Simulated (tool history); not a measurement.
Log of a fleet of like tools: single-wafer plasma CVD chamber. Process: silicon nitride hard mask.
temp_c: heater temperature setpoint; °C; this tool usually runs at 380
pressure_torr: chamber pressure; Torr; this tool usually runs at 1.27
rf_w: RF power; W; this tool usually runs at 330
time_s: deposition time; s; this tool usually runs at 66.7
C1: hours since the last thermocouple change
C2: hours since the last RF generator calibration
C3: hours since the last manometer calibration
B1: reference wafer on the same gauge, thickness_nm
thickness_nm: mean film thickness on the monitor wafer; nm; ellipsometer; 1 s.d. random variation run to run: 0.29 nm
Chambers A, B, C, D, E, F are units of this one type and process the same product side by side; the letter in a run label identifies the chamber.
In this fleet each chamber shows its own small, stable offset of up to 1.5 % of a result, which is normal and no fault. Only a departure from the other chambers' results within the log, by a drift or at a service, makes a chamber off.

{"run": "1C", "hour": 3.8, "temp_c": 380, "pressure_torr": 1.27, "rf_w": 330, "time_s": 66.7, "C1": 983.2, "C2": 758.6, "C3": 1156.1, "B1": 61.643, "thickness_nm": 76.275}
{"run": "2F", "hour": 6.4, "temp_c": 380, "pressure_torr": 1.27, "rf_w": 330, "time_s": 66.7, "C1": 1792.9, "C2": 301.8, "C3": 1364.7, "B1": 61.584, "thickness_nm": 77.447}
{"run": "3E", "hour": 10.6, "temp_c": 380, "pressure_torr": 1.27, "rf_w": 330, "time_s": 66.7, "C1": 1908.9, "C2": 573.4, "C3": 527.0, "B1": 61.601, "thickness_nm": 77.175}
{"run": "4B", "hour": 13.0, "temp_c": 380, "pressure_torr": 1.27, "rf_w": 330, "time_s": 66.7, "C1": 829.3, "C2": 1339.0, "C3": 1378.8, "B1": 61.616, "thickness_nm": 77.627}
{"run": "5A", "hour": 17.2, "temp_c": 380, "pressure_torr": 1.38, "rf_w": 330, "time_s": 66.7, "C1": 1671.3, "C2": 635.0, "C3": 1385.3, "B1": 61.647, "thickness_nm": 78.862}
{"run": "6D", "hour": 20.2, "temp_c": 380, "pressure_torr": 1.38, "rf_w": 330, "time_s": 66.7, "C1": 2163.6, "C2": 1332.2, "C3": 1275.6, "B1": 61.605, "thickness_nm": 78.996}
{"run": "7A", "hour": 23.4, "temp_c": 380, "pressure_torr": 1.38, "rf_w": 330, "time_s": 66.7, "C1": 1677.5, "C2": 641.2, "C3": 1391.5, "B1": 61.576, "thickness_nm": 78.611}
{"run": "8E", "hour": 28.0, "temp_c": 380, "pressure_torr": 1.38, "rf_w": 330, "time_s": 66.7, "C1": 1926.3, "C2": 590.8, "C3": 544.4, "B1": 61.662, "thickness_nm": 78.862}
{"run": "9D", "hour": 32.4, "temp_c": 380, "pressure_torr": 1.38, "rf_w": 330, "time_s": 66.7, "C1": 2175.8, "C2": 1344.4, "C3": 1287.8, "B1": 61.639, "thickness_nm": 79.05}
{"hour": 32.9, "done": "chamber A: capacitance manometer re-zeroed and calibrated"}
{"run": "10B", "hour": 34.8, "temp_c": 380, "pressure_torr": 1.38, "rf_w": 330, "time_s": 66.7, "C1": 851.1, "C2": 1360.8, "C3": 1400.6, "B1": 61.584, "thickness_nm": 79.013}
{"run": "11C", "hour": 39.4, "temp_c": 380, "pressure_torr": 1.27, "rf_w": 330, "time_s": 66.7, "C1": 1018.8, "C2": 794.2, "C3": 1191.7, "B1": 61.612, "thickness_nm": 76.15}
{"run": "12F", "hour": 43.7, "temp_c": 380, "pressure_torr": 1.27, "rf_w": 330, "time_s": 66.7, "C1": 1830.2, "C2": 339.1, "C3": 1402.0, "B1": 61.607, "thickness_nm": 77.617}
{"run": "13B", "hour": 46.2, "temp_c": 380, "pressure_torr": 1.27, "rf_w": 330, "time_s": 66.7, "C1": 862.5, "C2": 1372.2, "C3": 1412.0, "B1": 61.655, "thickness_nm": 77.921}
{"run": "14E", "hour": 49.9, "temp_c": 380, "pressure_torr": 1.27, "rf_w": 330, "time_s": 66.7, "C1": 1948.2, "C2": 612.7, "C3": 566.3, "B1": 61.64, "thickness_nm": 76.03}
{"run": "15A", "hour": 52.2, "temp_c": 380, "pressure_torr": 1.27, "rf_w": 330, "time_s": 66.7, "C1": 1706.3, "C2": 670.0, "C3": 19.4, "B1": 61.634, "thickness_nm": 76.721}
{"run": "16F", "hour": 54.3, "temp_c": 380, "pressure_torr": 1.27, "rf_w": 330, "time_s": 66.7, "C1": 1840.8, "C2": 349.7, "C3": 1412.6, "B1": 61.521, "thickness_nm": 77.641}
{"run": "17C", "hour": 58.8, "temp_c": 380, "pressure_torr": 1.27, "rf_w": 330, "time_s": 66.7, "C1": 1038.2, "C2": 813.6, "C3": 1211.1, "B1": 61.558, "thickness_nm": 75.789}
{"run": "18D", "hour": 62.3, "temp_c": 380, "pressure_torr": 1.27, "rf_w": 330, "time_s": 66.7, "C1": 2205.7, "C2": 1374.3, "C3": 1317.7, "B1": 61.611, "thickness_nm": 77.429}
{"run": "19B", "hour": 64.6, "temp_c": 380, "pressure_torr": 1.27, "rf_w": 330, "time_s": 66.7, "C1": 880.9, "C2": 1390.6, "C3": 1430.4, "B1": 61.624, "thickness_nm": 77.747}
{"run": "20F", "hour": 66.8, "temp_c": 380, "pressure_torr": 1.27, "rf_w": 330, "time_s": 66.7, "C1": 1853.3, "C2": 362.2, "C3": 1425.1, "B1": 61.582, "thickness_nm": 77.972}
{"run": "21E", "hour": 71.0, "temp_c": 380, "pressure_torr": 1.27, "rf_w": 330, "time_s": 66.7, "C1": 1969.3, "C2": 633.8, "C3": 587.4, "B1": 61.553, "thickness_nm": 76.099}
{"run": "22C", "hour": 73.1, "temp_c": 380, "pressure_torr": 1.27, "rf_w": 330, "time_s": 66.7, "C1": 1052.5, "C2": 827.9, "C3": 1225.4, "B1": 61.524, "thickness_nm": 76.414}
{"run": "23D", "hour": 77.0, "temp_c": 380, "pressure_torr": 1.27, "rf_w": 330, "time_s": 66.7, "C1": 2220.4, "C2": 1389.0, "C3": 1332.4, "B1": 61.564, "thickness_nm": 76.902}
{"run": "24A", "hour": 79.2, "temp_c": 380, "pressure_torr": 1.27, "rf_w": 330, "time_s": 66.7, "C1": 1733.3, "C2": 697.0, "C3": 46.4, "B1": 61.53, "thickness_nm": 77.06}
{"run": "25C", "hour": 82.3, "temp_c": 380, "pressure_torr": 1.27, "rf_w": 330, "time_s": 66.7, "C1": 1061.7, "C2": 837.1, "C3": 1234.6, "B1": 61.588, "thickness_nm": 76.182}
{"run": "26F", "hour": 85.3, "temp_c": 380, "pressure_torr": 1.27, "rf_w": 330, "time_s": 66.7, "C1": 1871.8, "C2": 380.7, "C3": 1443.6, "B1": 61.57, "thickness_nm": 77.362}
{"run": "27E", "hour": 87.9, "temp_c": 380, "pressure_torr": 1.27, "rf_w": 330, "time_s": 66.7, "C1": 1986.2, "C2": 650.7, "C3": 604.3, "B1": 61.609, "thickness_nm": 75.563}
{"run": "28A", "hour": 91.1, "temp_c": 380, "pressure_torr": 1.27, "rf_w": 330, "time_s": 66.7, "C1": 1745.2, "C2": 708.9, "C3": 58.3, "B1": 61.635, "thickness_nm": 76.725}
{"hour": 91.2, "done": "chamber C: capacitance manometer re-zeroed and calibrated"}
{"run": "29B", "hour": 94.4, "temp_c": 380, "pressure_torr": 1.27, "rf_w": 330, "time_s": 66.7, "C1": 910.7, "C2": 1420.4, "C3": 1460.2, "B1": 61.617, "thickness_nm": 77.154}
{"run": "30D", "hour": 99.1, "temp_c": 380, "pressure_torr": 1.27, "rf_w": 330, "time_s": 66.7, "C1": 2242.5, "C2": 1411.1, "C3": 1354.5, "B1": 61.604, "thickness_nm": 77.195}
{"run": "31F", "hour": 103.3, "temp_c": 380, "pressure_torr": 1.27, "rf_w": 330, "time_s": 66.7, "C1": 1889.8, "C2": 398.7, "C3": 1461.6, "B1": 61.608, "thickness_nm": 78.266}
{"run": "32B", "hour": 107.9, "temp_c": 380, "pressure_torr": 1.27, "rf_w": 330, "time_s": 66.7, "C1": 924.2, "C2": 1433.9, "C3": 1473.7, "B1": 61.618, "thickness_nm": 77.372}
{"run": "33E", "hour": 112.6, "temp_c": 380, "pressure_torr": 1.27, "rf_w": 330, "time_s": 66.7, "C1": 2010.9, "C2": 675.4, "C3": 629.0, "B1": 61.604, "thickness_nm": 75.406}
{"run": "34D", "hour": 116.4, "temp_c": 380, "pressure_torr": 1.55, "rf_w": 290, "time_s": 66.7, "C1": 2259.8, "C2": 1428.4, "C3": 1371.8, "B1": 61.58, "thickness_nm": 75.131}
{"run": "35C", "hour": 120.1, "temp_c": 380, "pressure_torr": 1.55, "rf_w": 290, "time_s": 66.7, "C1": 1099.5, "C2": 874.9, "C3": 29.0, "B1": 61.558, "thickness_nm": 74.391}
{"run": "36A", "hour": 123.9, "temp_c": 380, "pressure_torr": 1.55, "rf_w": 290, "time_s": 66.7, "C1": 1778.0, "C2": 741.7, "C3": 91.1, "B1": 61.611, "thickness_nm": 74.492}
{"run": "37C", "hour": 127.0, "temp_c": 380, "pressure_torr": 1.55, "rf_w": 290, "time_s": 66.7, "C1": 1106.4, "C2": 881.8, "C3": 35.9, "B1": 61.601, "thickness_nm": 74.435}
{"run": "38B", "hour": 130.0, "temp_c": 380, "pressure_torr": 1.55, "rf_w": 290, "time_s": 66.7, "C1": 946.3, "C2": 1456.0, "C3": 1495.8, "B1": 61.619, "thickness_nm": 75.207}
{"run": "39D", "hour": 132.7, "temp_c": 380, "pressure_torr": 1.55, "rf_w": 290, "time_s": 66.7, "C1": 2276.1, "C2": 1444.7, "C3": 1388.1, "B1": 61.683, "thickness_nm": 75.437}
{"run": "40E", "hour": 135.5, "temp_c": 380, "pressure_torr": 1.27, "rf_w": 330, "time_s": 66.7, "C1": 2033.8, "C2": 698.3, "C3": 651.9, "B1": 61.652, "thickness_nm": 75.112}

All 6 chambers run these settings next. Forecast each chamber's results:
{"run": "41A", "hour": 138.9, "temp_c": 380, "pressure_torr": 1.27, "rf_w": 330, "time_s": 66.7, "thickness_nm": "?"}
{"run": "41B", "hour": 138.9, "temp_c": 380, "pressure_torr": 1.27, "rf_w": 330, "time_s": 66.7, "thickness_nm": "?"}
{"run": "41C", "hour": 138.9, "temp_c": 380, "pressure_torr": 1.27, "rf_w": 330, "time_s": 66.7, "thickness_nm": "?"}
{"run": "41D", "hour": 138.9, "temp_c": 380, "pressure_torr": 1.27, "rf_w": 330, "time_s": 66.7, "thickness_nm": "?"}
{"run": "41E", "hour": 138.9, "temp_c": 380, "pressure_torr": 1.27, "rf_w": 330, "time_s": 66.7, "thickness_nm": "?"}
{"run": "41F", "hour": 138.9, "temp_c": 380, "pressure_torr": 1.27, "rf_w": 330, "time_s": 66.7, "thickness_nm": "?"}

run=41A thickness_nm=77.005
run=41B thickness_nm=76.842
run=41C thickness_nm=76.560
run=41D thickness_nm=77.426
run=41E thickness_nm=74.420
run=41F thickness_nm=77.795

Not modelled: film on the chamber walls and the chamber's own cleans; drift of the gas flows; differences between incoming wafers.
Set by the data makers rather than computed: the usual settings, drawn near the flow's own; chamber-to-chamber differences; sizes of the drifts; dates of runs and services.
